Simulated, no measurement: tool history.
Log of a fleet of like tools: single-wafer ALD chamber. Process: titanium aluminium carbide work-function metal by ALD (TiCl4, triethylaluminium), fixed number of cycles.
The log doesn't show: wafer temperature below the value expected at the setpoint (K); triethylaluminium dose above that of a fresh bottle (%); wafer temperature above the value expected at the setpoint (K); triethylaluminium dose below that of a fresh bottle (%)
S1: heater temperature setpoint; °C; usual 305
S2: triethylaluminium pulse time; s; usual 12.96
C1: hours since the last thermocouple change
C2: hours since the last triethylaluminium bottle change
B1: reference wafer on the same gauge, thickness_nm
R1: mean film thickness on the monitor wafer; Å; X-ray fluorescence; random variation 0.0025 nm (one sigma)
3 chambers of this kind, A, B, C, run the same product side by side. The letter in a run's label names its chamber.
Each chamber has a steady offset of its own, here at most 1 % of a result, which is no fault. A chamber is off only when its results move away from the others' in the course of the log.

Run 1A, hour 10.2: usual settings; C1 2296.7; C2 1516.8; B1 2.3803. Result: R1 20.683 Å.
Run 2B, hour 15.8: usual settings; C1 501.5; C2 971.3; B1 2.3805. Result: R1 20.743 Å.
Run 3C, hour 25.2: usual settings; C1 919.5; C2 496.4; B1 2.3813. Result: R1 20.730 Å.
Run 4C, hour 33.2: usual settings; C1 927.5; C2 504.4; B1 2.3813. Result: R1 20.753 Å.
Run 5B, hour 38.5: usual settings but S1 298 °C, S2 17.98 s; C1 524.2; C2 994.0; B1 2.3819. Result: R1 20.356 Å.
Run 6A, hour 46.8: usual settings but S1 298 °C, S2 17.98 s; C1 2333.3; C2 1553.4; B1 2.3823. Result: R1 20.214 Å.
Run 7B, hour 55.0: usual settings but S1 298 °C, S2 17.98 s; C1 540.7; C2 1010.5; B1 2.3836. Result: R1 20.324 Å.
Run 8C, hour 63.0: usual settings but S2 8.86 s; C1 957.3; C2 534.2; B1 2.3833. Result: R1 19.982 Å.
Run 9A, hour 73.8: usual settings but S2 8.86 s; C1 2360.3; C2 1580.4; B1 2.3846. Result: R1 19.950 Å.
Run 10B, hour 85.6: usual settings but S2 8.86 s; C1 571.3; C2 1041.1; B1 2.3840. Result: R1 20.070 Å.
At hour 86.1: chamber A: triethylaluminium bottle replaced.
Run 11A, hour 96.5: usual settings; C1 2383.0; C2 10.5; B1 2.3857. Result: R1 20.717 Å.
Run 12C, hour 104.6: usual settings; C1 998.9; C2 575.8; B1 2.3860. Result: R1 20.757 Å.
Run 13A, hour 113.7: usual settings; C1 2400.2; C2 27.7; B1 2.3856. Result: R1 20.734 Å.
Run 14C, hour 122.4: usual settings; C1 1016.7; C2 593.6; B1 2.3858. Result: R1 20.759 Å.
At hour 124.3: chamber C: triethylaluminium bottle replaced.
Run 15B, hour 128.1: usual settings; C1 613.8; C2 1083.6; B1 2.3864. Result: R1 20.821 Å.
Run 16A, hour 134.7: usual settings; C1 2421.2; C2 48.7; B1 2.3871. Result: R1 20.727 Å.
Run 17C, hour 143.9: usual settings; C1 1038.2; C2 19.7; B1 2.3879. Result: R1 20.785 Å.
Run 18B, hour 151.5: usual settings but S1 318 °C; C1 637.2; C2 1107.0; B1 2.3883. Result: R1 22.030 Å.
Run 19B, hour 157.4: usual settings but S1 318 °C; C1 643.1; C2 1112.9; B1 2.3892. Result: R1 21.976 Å.
Run 20A, hour 165.4: usual settings but S1 318 °C; C1 2451.9; C2 79.4; B1 2.3887. Result: R1 21.931 Å.
Run 21C, hour 174.2: usual settings; C1 1068.5; C2 50.0; B1 2.3900. Result: R1 20.804 Å.
Run 22B, hour 181.8: usual settings; C1 667.5; C2 1137.3; B1 2.3902. Result: R1 20.816 Å.
Run 23C, hour 189.6: usual settings; C1 1083.9; C2 65.4; B1 2.3897. Result: R1 20.825 Å.
Run 24A, hour 198.8: usual settings; C1 2485.3; C2 112.8; B1 2.3904. Result: R1 20.763 Å.
Run 25A, hour 207.2: usual settings; C1 2493.7; C2 121.2; B1 2.3913. Result: R1 20.745 Å.
Run 26B, hour 212.7: usual settings; C1 698.4; C2 1168.2; B1 2.3914. Result: R1 20.896 Å.

What goes on in this fleet: one chamber off, a drifting gauge, or nothing beyond the chambers' own small offsets? Name the chamber and the cause, if any.

The gauge drifts, so all chambers seem to drift together. No chamber is off.
Cause: gauge reads high (%) = 0.502.
